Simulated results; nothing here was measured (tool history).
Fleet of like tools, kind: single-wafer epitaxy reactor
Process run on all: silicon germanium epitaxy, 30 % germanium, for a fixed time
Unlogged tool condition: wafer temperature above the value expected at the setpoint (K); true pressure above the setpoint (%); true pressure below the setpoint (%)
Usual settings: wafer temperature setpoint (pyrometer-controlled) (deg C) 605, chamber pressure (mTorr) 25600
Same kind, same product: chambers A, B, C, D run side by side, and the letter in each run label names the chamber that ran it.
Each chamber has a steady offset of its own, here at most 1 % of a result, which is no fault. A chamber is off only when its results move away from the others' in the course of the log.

run	hour	wafer temperature setpoint (pyrometer-controlled) (deg C)	chamber pressure (mTorr)	hours since the last pyrometer calibration	hours since the last manometer calibration	read-back reference wafer on the same gauge, thickness_nm	mean film thickness on the monitor wafer (Å)
1D	11.2	605	25600	98.9	1412.1	68.037	706.41
2C	24.1	605	25600	1335.4	127.8	67.995	713.20
3A	32.5	605	25600	946.3	1745.8	68.062	710.45
4B	41.4	605	25600	1138.4	825.2	67.999	713.04
5B	51.9	605	25600	1148.9	835.7	68.023	710.60
6A	62.6	605	25600	976.4	1775.9	68.044	713.17
7C	75.1	605	25600	1386.4	178.8	68.032	715.60
8D	87.2	605	25600	174.9	1488.1	68.031	707.22
9A	99.9	605	25600	1013.7	1813.2	68.015	706.83
10C	106.6	598	22800	1417.9	210.3	67.939	601.78
11D	116.8	598	22800	204.5	1517.7	68.018	592.05
12B	127.7	598	22800	1224.7	911.5	67.968	595.15
13D	139.6	598	22800	227.3	1540.5	67.990	594.54
14C	149.8	605	25600	1461.1	253.5	68.007	713.31
15B	157.0	605	25600	1254.0	940.8	67.983	710.92
16A	167.8	605	25600	1081.6	1881.1	68.057	713.95
17D	178.5	605	25600	266.2	1579.4	67.999	705.09
18A	188.5	613	28200	1102.3	1901.8	68.000	850.57
19C	201.9	613	28200	1513.2	305.6	67.983	857.55
20B	208.6	613	28200	1305.6	992.4	67.944	854.81
21B	222.1	613	28200	1319.1	1005.9	67.976	863.18
22C	230.5	605	25600	1541.8	334.2	68.032	711.69
23A	238.6	610	27500	1152.4	1951.9	67.968	793.46
24D	246.0	610	27500	333.7	1646.9	68.045	791.57
25D	257.2	610	27500	344.9	1658.1	68.031	790.49
26A	264.7	610	27500	1178.5	1978.0	68.027	800.31
27B	274.5	605	25600	1371.5	1058.3	67.994	716.12
28C	285.8	605	25600	1597.1	389.5	67.980	710.05
29D	299.2	605	25600	386.9	1700.1	67.919	709.39
30C	309.2	605	25600	1620.5	412.9	68.035	712.55
31A	322.4	605	25600	1236.2	2035.7	68.002	714.48
32B	335.8	605	25600	1432.8	1119.6	68.046	711.17
33C	342.2	605	25600	1653.5	445.9	68.026	709.71
34B	349.4	605	25600	1446.4	1133.2	67.920	707.22
35A	362.8	605	25600	1276.6	2076.1	67.971	709.55
36D	369.2	605	25600	456.9	1770.1	67.938	709.87
37D	382.4	605	25600	470.1	1783.3	68.071	705.88

For the next run the whole fleet of 4 chambers uses the same settings. Give each chamber's results:
38A	392.1	605	25600				?
38B	392.1	605	25600				?
38C	392.1	605	25600				?
38D	392.1	605	25600				?

run	mean film thickness on the monitor wafer (Å)
38A	709.77
38B	711.90
38C	715.93
38D	704.59
